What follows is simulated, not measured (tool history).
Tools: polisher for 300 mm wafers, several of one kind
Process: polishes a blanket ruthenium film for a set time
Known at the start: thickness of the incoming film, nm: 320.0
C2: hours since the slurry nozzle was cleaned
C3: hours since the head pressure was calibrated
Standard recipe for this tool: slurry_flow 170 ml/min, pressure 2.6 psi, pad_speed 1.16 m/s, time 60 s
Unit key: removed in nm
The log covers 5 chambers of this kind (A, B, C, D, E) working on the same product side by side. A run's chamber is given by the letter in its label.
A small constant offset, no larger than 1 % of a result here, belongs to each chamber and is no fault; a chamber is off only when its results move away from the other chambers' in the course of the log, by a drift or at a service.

{"hour": 0.5, "done": "chamber C: slurry nozzle cleaned"}
{"hour": 2.6, "done": "chamber D: slurry nozzle cleaned"}
{"hour": 3.7, "done": "chamber D: worn pad replaced by a new one"}
{"run": "1E", "hour": 4.3, "slurry_flow": 170, "pressure": 2.6, "pad_speed": 1.16, "time": 60, "wafers polished on this pad": 710, "C2": 276.8, "C3": 247.9, "removed": 103.8}
{"run": "2D", "hour": 10.5, "slurry_flow": 170, "pressure": 2.6, "pad_speed": 1.16, "time": 60, "wafers polished on this pad": 60, "C2": 8.0, "C3": 976.4, "removed": 106.58}
{"hour": 11.7, "done": "chamber E: worn pad replaced by a new one"}
{"run": "3C", "hour": 14.5, "slurry_flow": 170, "pressure": 2.6, "pad_speed": 1.16, "time": 60, "wafers polished on this pad": 759, "C2": 14.0, "C3": 892.1, "removed": 108.07}
{"run": "4A", "hour": 18.2, "slurry_flow": 170, "pressure": 2.6, "pad_speed": 1.16, "time": 60, "wafers polished on this pad": 1077, "C2": 248.1, "C3": 94.5, "removed": 106.23}
{"run": "5B", "hour": 21.5, "slurry_flow": 170, "pressure": 2.6, "pad_speed": 1.16, "time": 60, "wafers polished on this pad": 229, "C2": 337.3, "C3": 111.9, "removed": 106.86}
{"run": "6B", "hour": 25.6, "slurry_flow": 170, "pressure": 3.3, "pad_speed": 1.16, "time": 78, "wafers polished on this pad": 264, "C2": 341.4, "C3": 116.0, "removed": 174.22}
{"hour": 29.8, "done": "chamber A: worn pad replaced by a new one"}
{"run": "7C", "hour": 30.0, "slurry_flow": 170, "pressure": 3.3, "pad_speed": 1.16, "time": 78, "wafers polished on this pad": 895, "C2": 29.5, "C3": 907.6, "removed": 173.84}
{"run": "8A", "hour": 33.5, "slurry_flow": 170, "pressure": 3.3, "pad_speed": 1.16, "time": 78, "wafers polished on this pad": 33, "C2": 263.4, "C3": 109.8, "removed": 173.59}
{"run": "9E", "hour": 40.6, "slurry_flow": 170, "pressure": 3.3, "pad_speed": 1.16, "time": 78, "wafers polished on this pad": 253, "C2": 313.1, "C3": 284.2, "removed": 170.06}
{"hour": 42.9, "done": "chamber C: worn pad replaced by a new one"}
{"run": "10D", "hour": 44.3, "slurry_flow": 170, "pressure": 3.3, "pad_speed": 1.16, "time": 78, "wafers polished on this pad": 356, "C2": 41.8, "C3": 1010.2, "removed": 174.46}
{"run": "11E", "hour": 49.5, "slurry_flow": 170, "pressure": 2.6, "pad_speed": 1.16, "time": 60, "wafers polished on this pad": 331, "C2": 322.0, "C3": 293.1, "removed": 104.41}
{"run": "12A", "hour": 56.5, "slurry_flow": 170, "pressure": 2.6, "pad_speed": 1.4, "time": 60, "wafers polished on this pad": 234, "C2": 286.4, "C3": 132.8, "removed": 124.84}
{"run": "13B", "hour": 60.5, "slurry_flow": 170, "pressure": 2.6, "pad_speed": 1.4, "time": 60, "wafers polished on this pad": 570, "C2": 376.3, "C3": 150.9, "removed": 127.51}
{"run": "14C", "hour": 67.2, "slurry_flow": 170, "pressure": 2.6, "pad_speed": 1.4, "time": 60, "wafers polished on this pad": 213, "C2": 66.7, "C3": 944.8, "removed": 128.14}
{"run": "15D", "hour": 70.9, "slurry_flow": 170, "pressure": 2.6, "pad_speed": 1.4, "time": 60, "wafers polished on this pad": 589, "C2": 68.4, "C3": 1036.8, "removed": 128.34}
{"hour": 74.7, "done": "chamber C: head pressure recalibrated"}
{"run": "16A", "hour": 77.3, "slurry_flow": 170, "pressure": 2.6, "pad_speed": 1.4, "time": 60, "wafers polished on this pad": 417, "C2": 307.2, "C3": 153.6, "removed": 127.75}
{"run": "17D", "hour": 83.4, "slurry_flow": 170, "pressure": 2.6, "pad_speed": 1.16, "time": 60, "wafers polished on this pad": 699, "C2": 80.9, "C3": 1049.3, "removed": 106.53}
{"run": "18E", "hour": 90.0, "slurry_flow": 170, "pressure": 2.6, "pad_speed": 1.16, "time": 60, "wafers polished on this pad": 686, "C2": 362.5, "C3": 333.6, "removed": 104.56}
{"run": "19C", "hour": 93.7, "slurry_flow": 170, "pressure": 2.6, "pad_speed": 1.16, "time": 60, "wafers polished on this pad": 445, "C2": 93.2, "C3": 19.0, "removed": 105.75}
{"run": "20B", "hour": 97.3, "slurry_flow": 170, "pressure": 2.6, "pad_speed": 1.16, "time": 60, "wafers polished on this pad": 893, "C2": 413.1, "C3": 187.7, "removed": 107.11}
{"run": "21A", "hour": 101.9, "slurry_flow": 170, "pressure": 2.6, "pad_speed": 1.16, "time": 60, "wafers polished on this pad": 632, "C2": 331.8, "C3": 178.2, "removed": 104.61}
{"hour": 103.1, "done": "chamber E: worn pad replaced by a new one"}
{"run": "22C", "hour": 107.0, "slurry_flow": 170, "pressure": 2.6, "pad_speed": 1.16, "time": 60, "wafers polished on this pad": 561, "C2": 106.5, "C3": 32.3, "removed": 105.01}
{"run": "23D", "hour": 112.0, "slurry_flow": 170, "pressure": 2.6, "pad_speed": 1.16, "time": 60, "wafers polished on this pad": 950, "C2": 109.5, "C3": 1077.9, "removed": 106.41}
{"run": "24E", "hour": 117.9, "slurry_flow": 170, "pressure": 2.6, "pad_speed": 1.16, "time": 60, "wafers polished on this pad": 130, "C2": 390.4, "C3": 361.5, "removed": 105.2}
{"run": "25B", "hour": 121.4, "slurry_flow": 170, "pressure": 2.6, "pad_speed": 1.16, "time": 60, "wafers polished on this pad": 1104, "C2": 437.2, "C3": 211.8, "removed": 108.1}
{"run": "26A", "hour": 125.0, "slurry_flow": 170, "pressure": 2.6, "pad_speed": 1.16, "time": 60, "wafers polished on this pad": 835, "C2": 354.9, "C3": 201.3, "removed": 106.28}
{"hour": 127.8, "done": "chamber E: head pressure recalibrated"}
{"run": "27E", "hour": 130.2, "slurry_flow": 170, "pressure": 2.6, "pad_speed": 1.16, "time": 60, "wafers polished on this pad": 237, "C2": 402.7, "C3": 2.5, "removed": 106.77}
{"run": "28C", "hour": 134.8, "slurry_flow": 130, "pressure": 2.6, "pad_speed": 1.16, "time": 60, "wafers polished on this pad": 805, "C2": 134.3, "C3": 60.1, "removed": 101.94}
{"run": "29B", "hour": 140.3, "slurry_flow": 130, "pressure": 2.6, "pad_speed": 1.16, "time": 60, "wafers polished on this pad": 1270, "C2": 456.1, "C3": 230.7, "removed": 101.71}
{"run": "30D", "hour": 143.8, "slurry_flow": 130, "pressure": 2.6, "pad_speed": 1.16, "time": 60, "wafers polished on this pad": 1228, "C2": 141.3, "C3": 1109.7, "removed": 102.46}

Next, every chamber runs the same settings. What will each give?
{"run": "31A", "hour": 149.2, "slurry_flow": 170, "pressure": 2.6, "pad_speed": 1.16, "time": 70, "removed": "?"}
{"run": "31B", "hour": 149.2, "slurry_flow": 170, "pressure": 2.6, "pad_speed": 1.16, "time": 70, "removed": "?"}
{"run": "31C", "hour": 149.2, "slurry_flow": 170, "pressure": 2.6, "pad_speed": 1.16, "time": 70, "removed": "?"}
{"run": "31D", "hour": 149.2, "slurry_flow": 170, "pressure": 2.6, "pad_speed": 1.16, "time": 70, "removed": "?"}
{"run": "31E", "hour": 149.2, "slurry_flow": 170, "pressure": 2.6, "pad_speed": 1.16, "time": 70, "removed": "?"}

run=31A removed=123.52
run=31B removed=124.89
run=31C removed=121.28
run=31D removed=123.84
run=31E removed=124.46

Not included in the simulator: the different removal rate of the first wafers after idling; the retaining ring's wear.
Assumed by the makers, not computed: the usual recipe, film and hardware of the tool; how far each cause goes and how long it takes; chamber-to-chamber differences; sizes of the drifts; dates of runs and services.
